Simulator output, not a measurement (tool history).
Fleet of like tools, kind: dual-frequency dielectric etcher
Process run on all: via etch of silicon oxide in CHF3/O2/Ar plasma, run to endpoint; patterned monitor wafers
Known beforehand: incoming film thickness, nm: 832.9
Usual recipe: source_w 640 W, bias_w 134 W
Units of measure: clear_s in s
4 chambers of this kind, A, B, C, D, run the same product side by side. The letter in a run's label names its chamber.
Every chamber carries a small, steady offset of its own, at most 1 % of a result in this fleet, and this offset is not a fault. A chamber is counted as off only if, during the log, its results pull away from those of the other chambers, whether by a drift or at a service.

-- hour=8.8 chamber C: wet clean of the chamber
run 1B hour=10.6 | source_w=640 bias_w=134 | clear_s=452.72
run 2C hour=16.7 | source_w=640 bias_w=134 | clear_s=454.93
run 3D hour=25.1 | source_w=640 bias_w=134 | clear_s=456.36
run 4A hour=32.4 | source_w=640 bias_w=134 | clear_s=452.54
run 5D hour=40 | source_w=640 bias_w=134 | clear_s=457.86
run 6A hour=50.7 | source_w=640 bias_w=134 | clear_s=453.47
run 7C hour=59.2 | source_w=640 bias_w=134 | clear_s=449.15
run 8B hour=66.7 | source_w=590 bias_w=134 | clear_s=470.04
run 9D hour=78.5 | source_w=590 bias_w=134 | clear_s=473.9
run 10B hour=84.7 | source_w=590 bias_w=134 | clear_s=470.69
run 11A hour=96.3 | source_w=590 bias_w=134 | clear_s=469.94
run 12C hour=107.1 | source_w=640 bias_w=134 | clear_s=452.5
run 13A hour=115.9 | source_w=640 bias_w=134 | clear_s=454.48
run 14C hour=123.4 | source_w=640 bias_w=134 | clear_s=452.32
run 15B hour=134.4 | source_w=640 bias_w=134 | clear_s=452.93
run 16D hour=144.5 | source_w=640 bias_w=134 | clear_s=464.99
run 17B hour=153.6 | source_w=570 bias_w=148 | clear_s=458.72
run 18C hour=161.2 | source_w=570 bias_w=148 | clear_s=455.23
run 19A hour=172.8 | source_w=570 bias_w=148 | clear_s=457.9
run 20D hour=181.4 | source_w=570 bias_w=148 | clear_s=478.26
run 21D hour=189.6 | source_w=640 bias_w=147 | clear_s=459.01
run 22A hour=195.6 | source_w=640 bias_w=147 | clear_s=441.46
run 23C hour=201.7 | source_w=640 bias_w=147 | clear_s=437.26
run 24B hour=207.8 | source_w=640 bias_w=147 | clear_s=441.25

Decide between three cases: one chamber stands off from its peers, the gauge reading all wafers drifts, or nothing is wrong past each chamber's small offset. Where a chamber is off, say which and what most likely put it there.

It is chamber D that slowly wanders off from its peers.
What lies behind it: etch rate under this chamber's usual, % = 3.97.

Here are 4 candidates for chamber D's next run, each the usual settings with a change, their results left as question marks. Which one brings its results back in line with what the others give on the usual settings?
In line means no further than this from the other chambers' mean on the usual settings: clear_s 5.8 s
run 25D-1 hour=216.3 | source_w=690 bias_w=142 | clear_s=?
run 25D-2 hour=216.3 | source_w=560 bias_w=134 | clear_s=?
run 25D-3 hour=216.3 | source_w=640 bias_w=173 | clear_s=?
run 25D-4 hour=216.3 | source_w=640 bias_w=103 | clear_s=?

The other chambers' mean on the usual settings: clear_s 453.06 s
run=25D-1 clear_s=454.04
run=25D-2 clear_s=501.39
run=25D-3 clear_s=438.46
run=25D-4 clear_s=515.63
25D-1 puts the chamber back in line with the other chambers.
